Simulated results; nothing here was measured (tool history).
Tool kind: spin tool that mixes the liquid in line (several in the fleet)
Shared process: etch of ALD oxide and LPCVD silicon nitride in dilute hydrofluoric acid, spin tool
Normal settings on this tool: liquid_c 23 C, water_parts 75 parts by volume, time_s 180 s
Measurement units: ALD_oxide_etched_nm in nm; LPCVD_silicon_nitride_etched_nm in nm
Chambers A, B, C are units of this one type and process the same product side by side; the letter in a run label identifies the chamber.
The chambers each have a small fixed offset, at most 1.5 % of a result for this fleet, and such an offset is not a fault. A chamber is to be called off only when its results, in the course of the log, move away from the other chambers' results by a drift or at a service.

| run | hour | liquid_c | water_parts | time_s | hours since the thermometer was replaced | hours since the hydrofluoric acid flow meter was replaced | read-back film thickness of the ALD oxide reference wafer, read on the same gauge (nm) | read-back film thickness of the LPCVD silicon nitride reference wafer, read on the same gauge (nm) | ALD_oxide_etched_nm | LPCVD_silicon_nitride_etched_nm |
|---|---|---|---|---|---|---|---|---|---|---|
| 1A | 4.2 | 23 | 75 | 180 | 846 | 431.1 | 129.97 | 70.002 | 23.357 | 1.3107 |
| 2B | 7.5 | 23 | 75 | 180 | 157.4 | 206 | 130 | 69.996 | 23.486 | 1.3087 |
| 3C | 11.5 | 23 | 75 | 180 | 835.6 | 850.2 | 130 | 69.98 | 23.341 | 1.209 |
| 4C | 14.9 | 23 | 75 | 180 | 839 | 853.6 | 129.96 | 69.998 | 23.091 | 1.2677 |
| 5A | 18.4 | 27.5 | 75 | 180 | 860.2 | 445.3 | 129.99 | 70.013 | 28.116 | 1.7519 |
| 6B | 22.1 | 27.5 | 75 | 180 | 172 | 220.6 | 129.98 | 69.995 | 28.11 | 1.6142 |
| 7C | 25.6 | 27.5 | 75 | 180 | 849.7 | 864.3 | 130.03 | 70.02 | 28.142 | 1.6575 |
| 8B | 30.6 | 23 | 75 | 180 | 180.5 | 229.1 | 130.02 | 69.998 | 23.61 | 1.2707 |
| 9A | 34.4 | 23 | 75 | 140 | 876.2 | 461.3 | 129.99 | 69.999 | 18.255 | 1.0203 |
| 10A | 36.7 | 23 | 75 | 140 | 878.5 | 463.6 | 130 | 69.988 | 18.002 | 0.95328 |
| 11B | 41 | 23 | 75 | 140 | 190.9 | 239.5 | 130 | 70.005 | 18.273 | 0.93355 |
| 12C | 43.7 | 19 | 75 | 180 | 867.8 | 882.4 | 130.01 | 69.993 | 19.713 | 0.95091 |
| 13C | 48.9 | 19 | 75 | 180 | 873 | 887.6 | 130 | 70.008 | 20.068 | 0.93487 |
| 14B | 51.6 | 19 | 75 | 180 | 201.5 | 250.1 | 129.99 | 69.982 | 20.012 | 0.9959 |
| 15A | 55.7 | 23 | 75 | 180 | 897.5 | 482.6 | 130.02 | 69.982 | 23.61 | 1.2581 |
| 16B | 60.8 | 23 | 75 | 180 | 210.7 | 259.3 | 130.02 | 70.009 | 23.474 | 1.2907 |
| 17C | 65.9 | 23 | 75 | 180 | 890 | 904.6 | 130 | 69.991 | 23.418 | 1.216 |
| 18A | 69.1 | 23 | 45 | 280 | 910.9 | 496 | 130 | 70.014 | 63.149 | 3.2619 |
| 19A | 73.7 | 23 | 45 | 280 | 915.5 | 500.6 | 129.96 | 69.998 | 63.97 | 3.2768 |
| 20B | 78.9 | 23 | 45 | 280 | 228.8 | 277.4 | 129.97 | 70.005 | 62.95 | 3.1518 |
| 21C | 83.5 | 23 | 75 | 180 | 907.6 | 922.2 | 130 | 70.002 | 23.43 | 1.2439 |
| 22B | 88 | 23 | 75 | 180 | 237.9 | 286.5 | 130.04 | 69.991 | 23.415 | 1.2664 |
| 23A | 92.6 | 23 | 75 | 180 | 934.4 | 519.5 | 130.04 | 70.008 | 24.415 | 1.262 |
| 24C | 95.7 | 23 | 75 | 180 | 919.8 | 934.4 | 130 | 69.997 | 23.206 | 1.2588 |
| 25B | 100.1 | 23 | 75 | 180 | 250 | 298.6 | 130.02 | 69.999 | 23.446 | 1.2277 |
| 26A | 102.9 | 23 | 75 | 180 | 944.7 | 529.8 | 129.99 | 70.004 | 24.694 | 1.3664 |
| 27C | 107 | 23 | 75 | 180 | 931.1 | 945.7 | 130.01 | 70.003 | 23.327 | 1.2209 |
| 28A | 109.9 | 23 | 75 | 180 | 951.7 | 536.8 | 130.04 | 70 | 24.365 | 1.3046 |
| 29B | 113 | 23 | 110 | 270 | 262.9 | 311.5 | 129.96 | 70.02 | 23.292 | 1.2205 |
| 30C | 117.5 | 23 | 110 | 270 | 941.6 | 956.2 | 129.99 | 70.018 | 22.881 | 1.2744 |
| 31C | 122.2 | 23 | 110 | 270 | 946.3 | 960.9 | 129.97 | 69.988 | 22.855 | 1.3162 |

Each of the 3 chambers runs these same settings next. Fill in every chamber's results:
| 32A | 126.2 | 23 | 75 | 180 |  |  |  |  | ? | ? |
| 32B | 126.2 | 23 | 75 | 180 |  |  |  |  | ? | ? |
| 32C | 126.2 | 23 | 75 | 180 |  |  |  |  | ? | ? |

| run | ALD_oxide_etched_nm | LPCVD_silicon_nitride_etched_nm |
|---|---|---|
| 32A | 24.75 | 1.4027 |
| 32B | 23.562 | 1.232 |
| 32C | 23.493 | 1.3104 |

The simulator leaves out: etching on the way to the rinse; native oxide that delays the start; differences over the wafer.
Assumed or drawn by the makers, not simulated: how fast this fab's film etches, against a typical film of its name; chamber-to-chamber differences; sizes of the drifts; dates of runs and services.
